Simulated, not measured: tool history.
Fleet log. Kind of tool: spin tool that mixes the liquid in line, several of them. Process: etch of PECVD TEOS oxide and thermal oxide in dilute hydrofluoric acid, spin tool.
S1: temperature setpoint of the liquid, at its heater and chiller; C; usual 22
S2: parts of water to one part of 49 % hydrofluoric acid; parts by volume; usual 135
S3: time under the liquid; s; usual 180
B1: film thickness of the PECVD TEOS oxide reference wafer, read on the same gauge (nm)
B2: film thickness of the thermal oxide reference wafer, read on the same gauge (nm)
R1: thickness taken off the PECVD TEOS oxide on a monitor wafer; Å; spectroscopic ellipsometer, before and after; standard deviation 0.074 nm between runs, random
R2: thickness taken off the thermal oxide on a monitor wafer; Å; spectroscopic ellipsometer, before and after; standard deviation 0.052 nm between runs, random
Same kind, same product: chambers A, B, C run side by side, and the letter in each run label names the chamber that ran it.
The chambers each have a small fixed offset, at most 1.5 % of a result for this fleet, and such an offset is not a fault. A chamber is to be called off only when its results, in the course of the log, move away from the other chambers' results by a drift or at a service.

run,day,S1,S2,S3,B1,B2,R1,R2
1B,0.329,22,135,180,50.017,89.968,103.13,55.946
2C,0.712,22,135,180,50.061,90.01,99.399,55.435
3A,1.288,22,135,180,50.022,89.999,101.73,54.161
4A,1.592,22,135,180,49.982,90.007,103.29,53.739
5C,2,22,135,180,49.989,89.941,100.9,55.323
6B,2.688,24.5,135,180,50.007,89.981,114.4,61.724
7B,3.117,24.5,135,180,50.003,90.064,112.71,61.003
8C,3.646,24.5,135,180,50.011,90.006,110.07,61.164
9A,4.196,22,135,180,49.976,89.99,102.21,54.883
10B,4.558,22,135,180,49.99,89.974,102.4,55.746
11A,4.871,26,135,105,49.961,89.959,69.801,37.322
12C,5.279,26,135,105,49.985,89.946,67.782,37.277
13A,5.579,26,135,105,49.987,90.037,69.888,37.323
14B,5.979,22,135,180,49.985,90.019,101.47,55.808
15C,6.338,22,135,180,49.973,89.981,100.58,55.195
16A,7.008,22,135,180,49.99,89.984,102.19,54.178
17B,7.429,22,135,180,50.026,90.02,103.06,54.964
18C,7.904,22,135,180,50.031,90.03,99.33,54.975
19C,8.542,22,135,180,50.009,89.966,101.91,55.312
20B,9.125,22,135,180,49.999,89.964,104.06,54.889
21A,9.604,22,135,180,50.021,90.04,101.68,54.472
22C,10.021,22,135,180,50.005,90.005,100.9,54.992
23A,10.604,22,135,180,49.991,89.986,102.13,54.373
24B,11.079,22,135,180,50.001,90.035,105.75,55.718
25C,11.638,22,135,180,49.995,89.996,102.19,53.913
26A,12.204,22,135,180,50.003,89.999,101.95,53.953
27B,12.821,22,135,180,49.972,89.98,106.85,57.598
28A,13.275,22,135,180,49.966,89.995,102.7,55.042
29B,13.933,22,180,180,50.03,89.956,78.927,41.86
30C,14.325,22,180,180,49.982,90.002,70.659,39.292
31C,14.75,22,180,180,49.993,89.988,71.824,39.355
32A,15.412,22,135,180,49.998,89.954,101.98,53.567
33B,16.1,22,135,180,49.971,90.04,110.57,59.851
34B,16.571,22,135,180,50.009,89.955,111.55,59.098
35A,16.979,22,135,180,49.971,89.962,102.45,55.233

All chambers now run identical settings, listed one chamber a line with results as question marks. What results will each chamber show?
36A,17.479,22,135,180,,,?,?
36B,17.479,22,135,180,,,?,?
36C,17.479,22,135,180,,,?,?

run,R1,R2
36A,102.85,53.764
36B,112.72,60.575
36C,99.518,55.111

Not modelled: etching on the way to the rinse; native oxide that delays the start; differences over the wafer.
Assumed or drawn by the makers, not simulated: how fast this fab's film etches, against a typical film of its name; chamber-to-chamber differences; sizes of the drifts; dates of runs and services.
